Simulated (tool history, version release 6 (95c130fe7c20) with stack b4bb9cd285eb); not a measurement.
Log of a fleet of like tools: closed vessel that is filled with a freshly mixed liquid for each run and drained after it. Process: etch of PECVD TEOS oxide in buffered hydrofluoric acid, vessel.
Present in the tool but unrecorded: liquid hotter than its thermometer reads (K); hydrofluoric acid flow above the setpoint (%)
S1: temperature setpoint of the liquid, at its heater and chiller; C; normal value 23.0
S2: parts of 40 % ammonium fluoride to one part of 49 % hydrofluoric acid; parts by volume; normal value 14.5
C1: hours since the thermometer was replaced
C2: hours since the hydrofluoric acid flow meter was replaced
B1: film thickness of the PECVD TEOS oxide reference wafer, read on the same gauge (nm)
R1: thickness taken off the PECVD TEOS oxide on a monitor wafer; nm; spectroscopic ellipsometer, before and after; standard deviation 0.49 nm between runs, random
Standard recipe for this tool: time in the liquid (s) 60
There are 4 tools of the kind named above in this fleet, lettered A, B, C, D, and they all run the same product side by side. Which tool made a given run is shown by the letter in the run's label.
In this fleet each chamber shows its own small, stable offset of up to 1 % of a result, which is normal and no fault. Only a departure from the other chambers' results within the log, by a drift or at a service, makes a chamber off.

Run 1C, hour 13.0: usual settings; C1 1893.7; C2 1369.6; B1 120.03. Result: R1 62.187 nm.
Run 2D, hour 22.7: usual settings; C1 1405.2; C2 37.4; B1 120.01. Result: R1 62.394 nm.
Run 3B, hour 32.5: usual settings; C1 897.3; C2 281.7; B1 120.00. Result: R1 62.626 nm.
Run 4A, hour 43.7: usual settings; C1 262.1; C2 634.4; B1 120.01. Result: R1 61.616 nm.
Run 5B, hour 53.1: usual settings but S1 18.5 C, time in the liquid (s) 80; C1 917.9; C2 302.3; B1 120.00. Result: R1 64.981 nm.
Run 6A, hour 65.7: usual settings but S1 18.5 C, time in the liquid (s) 80; C1 284.1; C2 656.4; B1 120.00. Result: R1 63.677 nm.
Run 7D, hour 79.0: usual settings but S1 18.5 C, time in the liquid (s) 80; C1 1461.5; C2 93.7; B1 119.99. Result: R1 64.735 nm.
Run 8C, hour 85.2: usual settings but S1 18.5 C, time in the liquid (s) 80; C1 1965.9; C2 1441.8; B1 119.98. Result: R1 64.903 nm.
Run 9A, hour 94.0: usual settings; C1 312.4; C2 684.7; B1 120.01. Result: R1 61.683 nm.
Run 10B, hour 105.2: usual settings but time in the liquid (s) 50; C1 970.0; C2 354.4; B1 120.00. Result: R1 53.186 nm.
At hour 106.2: chamber B: thermometer replaced.
Run 11D, hour 117.8: usual settings but time in the liquid (s) 50; C1 1500.3; C2 132.5; B1 120.00. Result: R1 51.924 nm.
Run 12C, hour 128.5: usual settings but time in the liquid (s) 50; C1 2009.2; C2 1485.1; B1 120.01. Result: R1 51.373 nm.
Run 13D, hour 135.3: usual settings but time in the liquid (s) 50; C1 1517.8; C2 150.0; B1 120.00. Result: R1 52.961 nm.
Run 14B, hour 144.6: usual settings; C1 38.5; C2 393.8; B1 119.99. Result: R1 62.918 nm.
Run 15C, hour 151.3: usual settings but time in the liquid (s) 45; C1 2032.0; C2 1507.9; B1 119.99. Result: R1 45.917 nm.
Run 16A, hour 164.2: usual settings but time in the liquid (s) 45; C1 382.6; C2 754.9; B1 120.00. Result: R1 46.588 nm.
Run 17B, hour 173.1: usual settings but time in the liquid (s) 45; C1 67.0; C2 422.3; B1 119.99. Result: R1 47.390 nm.
Run 18A, hour 186.3: usual settings but time in the liquid (s) 45; C1 404.7; C2 777.0; B1 119.99. Result: R1 46.510 nm.
Run 19C, hour 197.7: usual settings; C1 2078.4; C2 1554.3; B1 120.01. Result: R1 63.037 nm.
At hour 199.1: chamber C: thermometer replaced.
Run 20D, hour 206.2: usual settings; C1 1588.7; C2 220.9; B1 120.01. Result: R1 65.693 nm.
Run 21A, hour 214.8: usual settings; C1 433.2; C2 805.5; B1 119.99. Result: R1 61.929 nm.
Run 22B, hour 225.9: usual settings; C1 119.8; C2 475.1; B1 120.00. Result: R1 62.178 nm.
Run 23D, hour 233.5: usual settings; C1 1616.0; C2 248.2; B1 120.00. Result: R1 66.235 nm.
Run 24C, hour 242.1: usual settings; C1 43.1; C2 1598.7; B1 120.01. Result: R1 61.999 nm.
Run 25C, hour 248.0: usual settings but S1 25.5 C; C1 49.0; C2 1604.6; B1 120.01. Result: R1 71.121 nm.
Run 26D, hour 254.9: usual settings but S1 25.5 C; C1 1637.4; C2 269.6; B1 120.00. Result: R1 75.255 nm.
Run 27B, hour 263.0: usual settings but S1 25.5 C; C1 156.9; C2 512.2; B1 120.00. Result: R1 71.712 nm.
Run 28A, hour 275.9: usual settings but S1 25.5 C; C1 494.3; C2 866.6; B1 120.00. Result: R1 71.242 nm.
At hour 277.2: chamber C: hydrofluoric acid flow meter replaced.
Run 29D, hour 285.7: usual settings; C1 1668.2; C2 300.4; B1 120.01. Result: R1 67.336 nm.
At hour 293.3: chamber B: hydrofluoric acid flow meter replaced.
Run 30C, hour 294.9: usual settings; C1 95.9; C2 17.7; B1 119.99. Result: R1 61.479 nm.
Run 31B, hour 300.8: usual settings; C1 194.7; C2 7.5; B1 119.99. Result: R1 62.620 nm.
Run 32A, hour 312.1: usual settings; C1 530.5; C2 902.8; B1 120.00. Result: R1 61.427 nm.
Run 33B, hour 318.6: usual settings but S1 20.5 C, S2 9.5 parts by volume; C1 212.5; C2 25.3; B1 119.99. Result: R1 79.246 nm.
Run 34A, hour 331.2: usual settings but S1 20.5 C, S2 9.5 parts by volume; C1 549.6; C2 921.9; B1 120.01. Result: R1 80.202 nm.

Does one chamber stand apart from the rest, does the shared gauge drift, or is all well apart from small per-chamber offsets? Give the chamber and the most likely cause, where there is one.

Little by little, chamber D moves away from the other chambers.
Cause: liquid hotter than its thermometer reads (K) = 1.8.
The log may not tell that from: hydrofluoric acid flow above the setpoint (%).

Here are 4 candidates for chamber D's next run, each the usual settings with a change, their results left as question marks. Which one brings its results back in line with what the others give on the usual settings?
In line here means within this much of the mean the other chambers give on the usual settings: R1 1.700 nm
Run 35D-1, hour 340.7: usual settings but S2 16.0 parts by volume. Result: R1 ?.
Run 35D-2, hour 340.7: usual settings but S1 24.0 C, S2 12.5 parts by volume. Result: R1 ?.
Run 35D-3, hour 340.7: usual settings but S1 23.5 C, S2 13.5 parts by volume. Result: R1 ?.
Run 35D-4, hour 340.7: usual settings but S2 18.0 parts by volume. Result: R1 ?.

Usual-settings mean across the other chambers: R1 62.119 nm
  run      R1
35D-1  62.055
35D-2  83.186
35D-3  75.190
35D-4  55.344
With 35D-1, the chamber falls back in line with the rest.
